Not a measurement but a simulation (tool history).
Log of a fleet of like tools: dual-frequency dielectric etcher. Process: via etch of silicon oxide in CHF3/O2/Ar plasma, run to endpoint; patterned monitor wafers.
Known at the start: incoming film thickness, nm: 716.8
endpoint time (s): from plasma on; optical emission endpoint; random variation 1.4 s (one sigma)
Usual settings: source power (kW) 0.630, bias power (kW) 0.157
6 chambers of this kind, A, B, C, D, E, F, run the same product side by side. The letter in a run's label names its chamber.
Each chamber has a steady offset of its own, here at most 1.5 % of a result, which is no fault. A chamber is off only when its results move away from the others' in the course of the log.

run,hour,source power (kW),bias power (kW),hours since the last wet clean,hours since the last source power generator calibration,hours since the last bias power generator calibration,endpoint time (s)
1D,6.8,0.630,0.157,49.6,1952.3,3285.6,371.70
2C,13.7,0.630,0.157,393.9,3332.8,1904.5,372.99
3B,21.8,0.630,0.157,377.7,3294.8,1947.2,374.09
4A,31.2,0.630,0.157,357.0,1467.1,653.8,367.73
# hour 33.9: chamber B: wet clean of the chamber
5E,37.3,0.630,0.157,354.5,2568.2,3214.9,372.57
6F,42.1,0.630,0.157,165.4,1684.5,3787.1,374.53
7F,47.8,0.630,0.157,171.1,1690.2,3792.8,374.38
8C,55.9,0.630,0.157,436.1,3375.0,1946.7,371.09
9A,61.5,0.630,0.157,387.3,1497.4,684.1,368.36
10E,66.3,0.630,0.157,383.5,2597.2,3243.9,371.14
11D,75.8,0.740,0.157,118.6,2021.3,3354.6,349.37
12B,80.3,0.740,0.157,46.5,3353.3,2005.7,352.40
13C,88.5,0.740,0.157,468.7,3407.6,1979.3,349.87
14A,94.0,0.740,0.157,419.8,1529.9,716.6,346.37
15D,99.5,0.740,0.157,142.3,2045.0,3378.3,349.75
16B,106.6,0.740,0.157,72.8,3379.6,2032.0,353.14
17F,113.0,0.630,0.157,236.3,1755.4,3858.0,374.45
18E,118.5,0.510,0.157,435.7,2649.4,3296.1,405.21
# hour 119.1: chamber E: wet clean of the chamber
19B,127.4,0.510,0.157,93.6,3400.4,2052.8,401.91
20F,134.8,0.510,0.157,258.1,1777.2,3879.8,404.21
# hour 137.0: chamber A: source power generator calibrated
21D,142.4,0.510,0.157,185.2,2087.9,3421.2,402.18
22C,147.7,0.510,0.157,527.9,3466.8,2038.5,403.05
23E,156.8,0.510,0.157,37.7,2687.7,3334.4,389.12
24A,163.0,0.630,0.157,488.8,26.0,785.6,367.07
25C,170.2,0.630,0.157,550.4,3489.3,2061.0,372.42
26E,179.2,0.630,0.157,60.1,2710.1,3356.8,357.84
# hour 179.8: chamber C: wet clean of the chamber
27B,183.4,0.630,0.157,149.6,3456.4,2108.8,373.40
28A,192.0,0.630,0.157,517.8,55.0,814.6,367.18
29F,199.5,0.630,0.157,322.8,1841.9,3944.5,373.48
30D,204.2,0.630,0.157,247.0,2149.7,3483.0,374.26
31A,212.9,0.630,0.157,538.7,75.9,835.5,366.30
32F,218.2,0.580,0.195,341.5,1860.6,3963.2,359.97
33B,223.8,0.580,0.195,190.0,3496.8,2149.2,358.28
34D,233.0,0.580,0.195,275.8,2178.5,3511.8,355.48
# hour 234.7: chamber A: wet clean of the chamber
35E,241.9,0.580,0.195,122.8,2772.8,3419.5,344.42
36C,250.4,0.580,0.195,70.6,3569.5,2141.2,353.47
37A,254.7,0.580,0.195,20.1,117.7,877.3,350.28
38C,262.0,0.630,0.157,82.2,3581.1,2152.8,371.09
39E,268.3,0.630,0.177,149.2,2799.2,3445.9,345.22

Is one chamber off against the others, does the gauge drift, or is nothing wrong? If a chamber is off, say which, and what the likeliest cause is.

A service left chamber E off against the others.
Cause: etch rate over this chamber's usual, % = 3.44.

Here are 4 candidates for chamber E's next run, each the usual settings with a change, their results left as question marks. Which one brings its results back in line with what the others give on the usual settings?
In line means no further than this from the other chambers' mean on the usual settings: endpoint time (s) 4.80
40E-1,275.1,0.630,0.161,,,,?
40E-2,275.1,0.600,0.151,,,,?
40E-3,275.1,0.680,0.157,,,,?
40E-4,275.1,0.630,0.153,,,,?

The other chambers' mean on the usual settings: endpoint time (s) 371.51
run,endpoint time (s)
40E-1,357.49
40E-2,372.01
40E-3,350.14
40E-4,363.57
40E-2 brings the chamber back in line.
